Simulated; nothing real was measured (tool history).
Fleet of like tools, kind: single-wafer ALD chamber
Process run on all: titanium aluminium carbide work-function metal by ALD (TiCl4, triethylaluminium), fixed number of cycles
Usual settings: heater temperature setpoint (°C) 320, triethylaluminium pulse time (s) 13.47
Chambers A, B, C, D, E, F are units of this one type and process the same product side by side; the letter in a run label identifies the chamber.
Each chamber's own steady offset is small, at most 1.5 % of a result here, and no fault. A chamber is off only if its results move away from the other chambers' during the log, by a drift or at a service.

run,hour,heater temperature setpoint (°C),triethylaluminium pulse time (s),"read-back reference wafer on the same gauge, thickness_nm",mean film thickness on the monitor wafer (nm)
1A,7.1,320,13.47,2.6312,2.2223
2B,12.9,320,13.47,2.6305,2.2018
# hour 13: chamber C: triethylaluminium bottle replaced
3F,18.8,320,13.47,2.6312,2.2124
4E,26.8,320,13.47,2.6315,2.2346
5C,31.8,320,13.47,2.6316,2.2153
6D,38.4,320,13.47,2.6331,2.2301
7A,45.5,320,13.47,2.6325,2.2277
8B,49.8,320,13.47,2.6333,2.2016
9E,57.4,320,13.47,2.6331,2.2422
10F,65.2,320,13.47,2.6348,2.2184
11C,71.1,320,13.47,2.636,2.2109
# hour 74: chamber E: triethylaluminium bottle replaced
12D,76.1,320,13.47,2.6341,2.2365
13A,82.2,320,9.58,2.6344,2.1721
14B,87.5,320,9.58,2.6348,2.1387
15D,97,320,9.58,2.6368,2.1788
16E,103,320,9.58,2.6382,2.1815
17F,110.4,320,9.58,2.6366,2.1586
18C,116.8,320,9.58,2.6381,2.1562
19C,122.5,320,13.47,2.6376,2.221
20F,126.7,320,13.47,2.6387,2.2186
21E,134.8,320,13.47,2.6395,2.2421
22D,139.3,320,13.47,2.6397,2.2417
23A,147.8,320,13.47,2.6399,2.2362
24B,156.6,320,13.47,2.6401,2.2073
25E,164.4,320,13.47,2.6407,2.2463
26B,172.7,331,17.48,2.6429,2.3241
27A,178.9,331,17.48,2.6429,2.3454
28C,183.8,331,17.48,2.6415,2.3444
29D,188.2,331,17.48,2.642,2.3511
30F,195.6,331,17.48,2.6432,2.3491
31A,201.9,331,17.48,2.6439,2.3533
32B,210.2,320,13.47,2.6451,2.2083
33C,216.6,320,13.47,2.6456,2.2263
34F,221.3,320,13.47,2.6442,2.2311
35D,227,320,13.47,2.6442,2.2383
36E,232.6,320,13.47,2.6454,2.2506
37E,238.2,315,13.47,2.6465,2.2023
38C,243.6,315,13.47,2.6468,2.1806
39D,247.8,315,13.47,2.6472,2.1984
40B,251.9,315,13.47,2.6473,2.166

Has any chamber moved away from the others, gradually or after a service, or does the common gauge drift, or do the chambers differ only by their own small steady offsets? State the chamber and the most likely cause if one applies.

Gauge drift. The chambers move together only on paper, and none stands off.
Likeliest cause: gauge reads high (%) = 0.669.
